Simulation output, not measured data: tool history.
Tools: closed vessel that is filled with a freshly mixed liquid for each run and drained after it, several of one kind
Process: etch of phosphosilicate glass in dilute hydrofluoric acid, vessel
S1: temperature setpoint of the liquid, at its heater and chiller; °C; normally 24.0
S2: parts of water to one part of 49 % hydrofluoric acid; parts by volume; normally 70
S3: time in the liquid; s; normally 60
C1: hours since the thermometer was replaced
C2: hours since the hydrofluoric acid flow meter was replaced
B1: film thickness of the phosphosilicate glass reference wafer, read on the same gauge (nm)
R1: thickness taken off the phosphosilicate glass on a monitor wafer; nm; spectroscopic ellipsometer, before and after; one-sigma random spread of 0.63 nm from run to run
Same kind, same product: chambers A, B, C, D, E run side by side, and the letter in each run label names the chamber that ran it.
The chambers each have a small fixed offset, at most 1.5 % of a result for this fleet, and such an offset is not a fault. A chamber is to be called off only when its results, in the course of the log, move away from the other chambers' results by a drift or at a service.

run	hour	S1	S2	S3	C1	C2	B1	R1
1D	9.4	24.0	70	60	434.5	740.3	130.00	97.899
2B	17.2	24.0	70	60	1553.7	136.7	130.01	97.478
3C	26.0	24.0	70	60	2546.2	602.8	130.04	96.129
4E	32.2	24.0	70	60	661.3	313.4	130.01	97.220
# hour 36.7: chamber E: thermometer replaced
5A	37.9	24.0	70	60	196.1	1383.1	129.97	98.435
6A	47.5	24.0	70	60	205.7	1392.7	130.00	97.869
7E	53.9	24.0	70	60	17.2	335.1	129.98	97.239
8D	60.0	24.0	70	60	485.1	790.9	130.01	97.958
9C	67.6	27.0	70	40	2587.8	644.4	129.97	73.468
10B	74.0	27.0	70	40	1610.5	193.5	130.00	73.128
11C	81.9	27.0	70	40	2602.1	658.7	130.03	73.362
12E	89.6	27.0	70	40	52.9	370.8	130.04	73.511
13A	98.0	27.0	70	40	256.2	1443.2	130.00	74.008
14D	106.7	24.0	70	60	531.8	837.6	130.02	98.190
15B	115.1	24.0	70	60	1651.6	234.6	129.98	97.530
16A	122.4	24.0	70	60	280.6	1467.6	130.00	97.817
17D	129.8	24.0	70	60	554.9	860.7	130.01	98.141
18B	134.0	24.0	70	60	1670.5	253.5	129.94	98.370
19C	139.5	24.0	70	60	2659.7	716.3	130.03	97.655
20E	144.5	24.0	70	60	107.8	425.7	129.98	96.396
21B	150.4	24.0	70	60	1686.9	269.9	129.99	97.383
22D	157.0	24.0	70	95	582.1	887.9	130.00	154.890
23C	163.2	24.0	70	95	2683.4	740.0	129.96	153.440
24A	168.3	24.0	70	95	326.5	1513.5	129.97	154.850
25E	172.7	24.0	70	95	136.0	453.9	129.99	152.330
26A	180.6	24.0	70	95	338.8	1525.8	129.99	155.620
# hour 181.7: chamber C: hydrofluoric acid flow meter replaced
27D	185.4	24.0	70	60	610.5	916.3	130.03	98.578
28B	190.5	24.0	70	60	1727.0	310.0	130.04	97.158
29E	196.0	24.0	70	60	159.3	477.2	130.01	97.708
# hour 196.6: chamber E: hydrofluoric acid flow meter replaced
30C	202.1	24.0	70	60	2722.3	20.4	129.96	97.472
31A	206.5	21.5	70	60	364.7	1551.7	129.96	86.954
32D	211.8	21.5	70	60	636.9	942.7	130.00	89.581
33E	216.7	21.5	70	60	180.0	20.2	130.00	87.460
34C	225.4	21.5	70	60	2745.6	43.7	129.99	87.650
35B	231.2	21.5	70	60	1767.7	350.7	130.03	88.729

Is one chamber off against the others, does the gauge drift, or is nothing wrong? If a chamber is off, say which, and what the likeliest cause is.

All chambers stay in line apart from their small fixed offsets, and the gauge does not drift.

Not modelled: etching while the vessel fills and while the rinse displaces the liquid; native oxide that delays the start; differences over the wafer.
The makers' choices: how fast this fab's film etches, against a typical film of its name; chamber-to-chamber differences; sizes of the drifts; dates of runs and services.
